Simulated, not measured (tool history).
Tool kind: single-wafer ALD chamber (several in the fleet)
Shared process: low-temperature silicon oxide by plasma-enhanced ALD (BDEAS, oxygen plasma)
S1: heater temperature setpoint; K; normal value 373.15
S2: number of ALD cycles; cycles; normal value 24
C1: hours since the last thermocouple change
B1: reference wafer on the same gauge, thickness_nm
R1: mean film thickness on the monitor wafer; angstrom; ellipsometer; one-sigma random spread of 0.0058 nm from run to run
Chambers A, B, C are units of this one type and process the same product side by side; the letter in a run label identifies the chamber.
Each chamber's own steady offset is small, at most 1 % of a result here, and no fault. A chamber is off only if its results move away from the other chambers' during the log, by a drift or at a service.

run,hour,S1,S2,C1,B1,R1
1C,3.1,373.15,24,2120.6,3.0791,34.341
2B,8.8,373.15,24,284.8,3.0792,33.879
3A,13.3,373.15,24,268.4,3.0802,34.252
4B,19.2,373.15,24,295.2,3.0780,33.976
5C,25.4,373.15,24,2142.9,3.0754,34.464
6A,30.8,373.15,24,285.9,3.0752,34.164
7B,35.5,373.15,24,311.5,3.0749,33.944
8A,40.8,373.15,24,295.9,3.0738,34.056
9C,45.7,373.15,24,2163.2,3.0732,34.403
10B,50.1,373.15,24,326.1,3.0715,33.821
11C,54.5,373.15,24,2172.0,3.0727,34.243
12A,60.3,373.15,24,315.4,3.0703,34.070
13C,65.7,362.15,27,2183.2,3.0690,40.088
14A,68.4,362.15,27,323.5,3.0687,39.900
15B,74.2,362.15,27,350.2,3.0687,39.732
16C,79.6,373.15,24,2197.1,3.0678,34.251
17A,83.0,373.15,24,338.1,3.0677,34.072
18B,87.0,373.15,24,363.0,3.0660,33.796
19A,92.2,359.15,28,347.3,3.0655,41.653
20C,95.1,359.15,28,2212.6,3.0656,41.832
21B,99.4,359.15,28,375.4,3.0645,41.470
22A,103.2,373.15,24,358.3,3.0646,33.958
23B,108.4,359.15,28,384.4,3.0643,41.416
24C,112.3,359.15,28,2229.8,3.0636,41.914
25B,117.2,359.15,28,393.2,3.0613,41.439
26A,119.9,373.15,24,375.0,3.0611,34.063
27C,123.4,373.15,24,2240.9,3.0623,34.191
28C,127.9,373.15,24,2245.4,3.0616,34.105
29B,131.1,373.15,24,407.1,3.0597,33.717
30A,136.1,373.15,24,391.2,3.0592,33.940
31A,139.9,373.15,24,395.0,3.0580,33.998

Decide between three cases: one chamber stands off from its peers, the gauge reading all wafers drifts, or nothing is wrong past each chamber's small offset. Where a chamber is off, say which and what most likely put it there.

Gauge drift. The chambers move together only on paper, and none stands off.
Cause: gauge reads low (%) = 0.703.
